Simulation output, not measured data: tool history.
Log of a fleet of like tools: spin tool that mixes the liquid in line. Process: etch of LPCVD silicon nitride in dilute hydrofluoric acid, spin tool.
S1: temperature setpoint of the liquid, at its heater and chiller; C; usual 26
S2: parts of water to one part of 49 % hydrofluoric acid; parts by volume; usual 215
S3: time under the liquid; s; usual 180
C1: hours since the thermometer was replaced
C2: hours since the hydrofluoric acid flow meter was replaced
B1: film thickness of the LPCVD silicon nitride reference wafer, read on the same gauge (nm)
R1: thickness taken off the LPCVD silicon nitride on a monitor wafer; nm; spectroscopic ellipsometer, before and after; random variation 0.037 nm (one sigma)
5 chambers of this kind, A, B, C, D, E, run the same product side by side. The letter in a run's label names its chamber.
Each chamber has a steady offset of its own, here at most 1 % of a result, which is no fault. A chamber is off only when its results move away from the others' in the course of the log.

run 1B day=0.221 | S1=26 S2=215 S3=180 | C1=2808.8 C2=316.5 | B1=140.00 | R1=0.57103
run 2E day=0.625 | S1=26 S2=215 S3=180 | C1=1768.6 C2=2689.1 | B1=140.03 | R1=0.53071
-- day=0.712 chamber E: hydrofluoric acid flow meter replaced
run 3C day=0.942 | S1=26 S2=215 S3=180 | C1=1786.3 C2=58.3 | B1=140.02 | R1=0.56870
run 4A day=1.129 | S1=26 S2=215 S3=180 | C1=1403.9 C2=66.5 | B1=140.03 | R1=0.62879
run 5D day=1.496 | S1=26 S2=215 S3=180 | C1=845.5 C2=1163.8 | B1=139.98 | R1=0.67373
run 6E day=1.842 | S1=26 S2=215 S3=180 | C1=1797.8 C2=27.1 | B1=139.98 | R1=0.59422
run 7D day=2.212 | S1=26 S2=215 S3=180 | C1=862.7 C2=1181.0 | B1=139.97 | R1=0.58403
run 8A day=2.571 | S1=26 S2=215 S3=180 | C1=1438.5 C2=101.1 | B1=139.97 | R1=0.61973
run 9B day=2.933 | S1=26 S2=215 S3=180 | C1=2873.9 C2=381.6 | B1=139.98 | R1=0.52424
run 10C day=3.283 | S1=26 S2=215 S3=180 | C1=1842.5 C2=114.5 | B1=140.00 | R1=0.58307
run 11E day=3.558 | S1=26 S2=215 S3=245 | C1=1839.0 C2=68.3 | B1=140.01 | R1=0.77409
run 12A day=3.829 | S1=26 S2=215 S3=245 | C1=1468.7 C2=131.3 | B1=139.99 | R1=0.84668
-- day=3.938 chamber A: thermometer replaced
run 13D day=4.196 | S1=26 S2=215 S3=245 | C1=910.3 C2=1228.6 | B1=139.98 | R1=0.92078
run 14C day=4.508 | S1=26 S2=215 S3=245 | C1=1871.9 C2=143.9 | B1=139.96 | R1=0.76298
run 15B day=4.758 | S1=26 S2=215 S3=245 | C1=2917.7 C2=425.4 | B1=139.96 | R1=0.79152
run 16B day=5.083 | S1=26 S2=215 S3=180 | C1=2925.5 C2=433.2 | B1=140.04 | R1=0.58991
run 17C day=5.312 | S1=26 S2=215 S3=180 | C1=1891.2 C2=163.2 | B1=139.99 | R1=0.63181
-- day=5.417 chamber C: thermometer replaced
run 18E day=5.617 | S1=26 S2=215 S3=180 | C1=1888.4 C2=117.7 | B1=139.99 | R1=0.54040
run 19A day=5.867 | S1=26 S2=215 S3=180 | C1=46.3 C2=180.2 | B1=139.99 | R1=0.58386
run 20D day=6.146 | S1=22 S2=215 S3=285 | C1=957.1 C2=1275.4 | B1=140.00 | R1=0.66765
run 21D day=6.433 | S1=22 S2=215 S3=285 | C1=964.0 C2=1282.3 | B1=139.97 | R1=0.68324
run 22C day=6.838 | S1=22 S2=215 S3=285 | C1=34.2 C2=199.8 | B1=140.05 | R1=0.76345
run 23B day=7.125 | S1=22 S2=215 S3=285 | C1=2974.5 C2=482.2 | B1=139.97 | R1=0.78798
run 24E day=7.446 | S1=22 S2=215 S3=285 | C1=1932.3 C2=161.6 | B1=139.99 | R1=0.62486
run 25A day=7.642 | S1=26 S2=215 S3=180 | C1=88.9 C2=222.8 | B1=139.96 | R1=0.60802
run 26B day=7.883 | S1=26 S2=215 S3=180 | C1=2992.7 C2=500.4 | B1=139.99 | R1=0.51552
run 27A day=8.250 | S1=26 S2=215 S3=180 | C1=103.5 C2=237.4 | B1=140.02 | R1=0.51795
run 28E day=8.446 | S1=26 S2=215 S3=180 | C1=1956.3 C2=185.6 | B1=140.02 | R1=0.56514
run 29C day=8.838 | S1=26 S2=215 S3=180 | C1=82.2 C2=247.8 | B1=139.99 | R1=0.61705
run 30D day=9.196 | S1=26 S2=215 S3=180 | C1=1030.3 C2=1348.6 | B1=139.99 | R1=0.51301

Next, every chamber runs the same settings. What will each give?
run 31A day=9.504 | S1=26 S2=215 S3=240 | R1=?
run 31B day=9.504 | S1=26 S2=215 S3=240 | R1=?
run 31C day=9.504 | S1=26 S2=215 S3=240 | R1=?
run 31D day=9.504 | S1=26 S2=215 S3=240 | R1=?
run 31E day=9.504 | S1=26 S2=215 S3=240 | R1=?

run=31A R1=0.74885
run=31B R1=0.78013
run=31C R1=0.84794
run=31D R1=0.80954
run=31E R1=0.77014
